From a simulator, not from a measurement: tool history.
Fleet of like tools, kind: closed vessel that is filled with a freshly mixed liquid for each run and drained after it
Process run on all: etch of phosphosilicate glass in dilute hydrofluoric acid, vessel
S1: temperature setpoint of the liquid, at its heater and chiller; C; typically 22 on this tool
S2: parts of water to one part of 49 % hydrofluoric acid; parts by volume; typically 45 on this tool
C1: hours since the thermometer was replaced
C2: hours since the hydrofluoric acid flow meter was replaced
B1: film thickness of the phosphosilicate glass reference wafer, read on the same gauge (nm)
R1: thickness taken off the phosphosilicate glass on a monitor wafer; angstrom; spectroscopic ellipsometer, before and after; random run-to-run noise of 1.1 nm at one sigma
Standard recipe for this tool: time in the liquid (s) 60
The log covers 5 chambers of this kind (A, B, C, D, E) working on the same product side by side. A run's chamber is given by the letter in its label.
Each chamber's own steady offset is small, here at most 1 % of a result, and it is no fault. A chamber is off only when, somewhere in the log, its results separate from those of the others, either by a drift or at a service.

Run 1D, hour 6.0: usual settings; C1 2887.5; C2 1847.3; B1 40.001. Result: R1 1284.70 angstrom.
Run 2A, hour 12.4: usual settings; C1 2285.5; C2 215.6; B1 39.998. Result: R1 1279.90 angstrom.
Run 3C, hour 18.2: usual settings; C1 1930.5; C2 1317.1; B1 39.965. Result: R1 1313.30 angstrom.
Run 4B, hour 28.2: usual settings; C1 881.6; C2 423.5; B1 40.021. Result: R1 1299.90 angstrom.
Run 5E, hour 34.4: usual settings; C1 944.8; C2 2206.4; B1 39.991. Result: R1 1308.40 angstrom.
Run 6C, hour 43.4: usual settings; C1 1955.7; C2 1342.3; B1 40.042. Result: R1 1304.30 angstrom.
At hour 48.4: chamber C: thermometer replaced.
Run 7B, hour 53.6: usual settings; C1 907.0; C2 448.9; B1 40.008. Result: R1 1281.90 angstrom.
Run 8E, hour 61.8: usual settings; C1 972.2; C2 2233.8; B1 40.012. Result: R1 1295.50 angstrom.
At hour 66.8: chamber B: hydrofluoric acid flow meter replaced.
Run 9A, hour 69.1: usual settings; C1 2342.2; C2 272.3; B1 39.979. Result: R1 1290.30 angstrom.
Run 10D, hour 75.8: usual settings; C1 2957.3; C2 1917.1; B1 39.977. Result: R1 1273.50 angstrom.
Run 11B, hour 81.7: usual settings; C1 935.1; C2 15.0; B1 39.975. Result: R1 1294.80 angstrom.
At hour 84.6: chamber E: hydrofluoric acid flow meter replaced.
Run 12C, hour 94.0: usual settings; C1 45.7; C2 1392.9; B1 40.004. Result: R1 1312.90 angstrom.
Run 13E, hour 106.4: usual settings; C1 1016.8; C2 21.8; B1 39.998. Result: R1 1305.40 angstrom.
Run 14D, hour 116.7: usual settings; C1 2998.2; C2 1958.0; B1 40.006. Result: R1 1268.60 angstrom.
Run 15A, hour 122.3: usual settings; C1 2395.4; C2 325.5; B1 39.986. Result: R1 1287.60 angstrom.
Run 16B, hour 132.4: usual settings; C1 985.8; C2 65.7; B1 39.986. Result: R1 1296.50 angstrom.
Run 17C, hour 141.0: usual settings; C1 92.7; C2 1439.9; B1 39.970. Result: R1 1309.90 angstrom.
Run 18A, hour 149.8: usual settings; C1 2422.9; C2 353.0; B1 39.995. Result: R1 1290.10 angstrom.
Run 19E, hour 157.4: usual settings; C1 1067.8; C2 72.8; B1 39.981. Result: R1 1291.70 angstrom.
Run 20D, hour 163.7: usual settings but time in the liquid (s) 80; C1 3045.2; C2 2005.0; B1 40.009. Result: R1 1709.50 angstrom.
At hour 164.1: chamber B: thermometer replaced.
Run 21B, hour 173.8: usual settings but time in the liquid (s) 80; C1 9.8; C2 107.1; B1 39.998. Result: R1 1732.50 angstrom.
Run 22C, hour 181.9: usual settings but time in the liquid (s) 80; C1 133.6; C2 1480.8; B1 39.995. Result: R1 1719.00 angstrom.
Run 23A, hour 191.4: usual settings but time in the liquid (s) 80; C1 2464.5; C2 394.6; B1 40.011. Result: R1 1697.80 angstrom.
Run 24D, hour 204.0: usual settings but time in the liquid (s) 80; C1 3085.5; C2 2045.3; B1 40.012. Result: R1 1703.80 angstrom.
Run 25E, hour 216.5: usual settings; C1 1126.9; C2 131.9; B1 39.979. Result: R1 1301.90 angstrom.
Run 26B, hour 227.5: usual settings; C1 63.5; C2 160.8; B1 40.001. Result: R1 1300.50 angstrom.
Run 27A, hour 234.9: usual settings but S1 19 C; C1 2508.0; C2 438.1; B1 40.012. Result: R1 1124.00 angstrom.
At hour 235.4: chamber D: thermometer replaced.
Run 28E, hour 241.4: usual settings but S1 19 C; C1 1151.8; C2 156.8; B1 40.005. Result: R1 1142.80 angstrom.
Run 29D, hour 252.5: usual settings but S1 19 C; C1 17.2; C2 2093.8; B1 39.967. Result: R1 1127.50 angstrom.
At hour 254.2: chamber A: thermometer replaced.
Run 30C, hour 259.8: usual settings but S1 19 C; C1 211.5; C2 1558.7; B1 40.011. Result: R1 1153.10 angstrom.
Run 31E, hour 266.3: usual settings but S1 19 C; C1 1176.7; C2 181.7; B1 40.010. Result: R1 1154.80 angstrom.
Run 32B, hour 272.7: usual settings; C1 108.7; C2 206.0; B1 40.007. Result: R1 1276.40 angstrom.
Run 33D, hour 285.2: usual settings; C1 49.9; C2 2126.5; B1 39.974. Result: R1 1277.40 angstrom.
Run 34C, hour 293.9: usual settings; C1 245.6; C2 1592.8; B1 40.011. Result: R1 1299.60 angstrom.
Run 35A, hour 300.1: usual settings but S2 60 parts by volume, time in the liquid (s) 35; C1 45.9; C2 503.3; B1 39.982. Result: R1 551.57 angstrom.
Run 36E, hour 309.7: usual settings but S2 60 parts by volume, time in the liquid (s) 35; C1 1220.1; C2 225.1; B1 40.013. Result: R1 556.70 angstrom.
Run 37A, hour 317.3: usual settings but S2 60 parts by volume, time in the liquid (s) 35; C1 63.1; C2 520.5; B1 39.992. Result: R1 562.82 angstrom.

Has any chamber moved away from the others, gradually or after a service, or does the common gauge drift, or do the chambers differ only by their own small steady offsets? State the chamber and the most likely cause if one applies.

No chamber is off and the gauge is stable; the differences are just each chamber's small, constant offset.
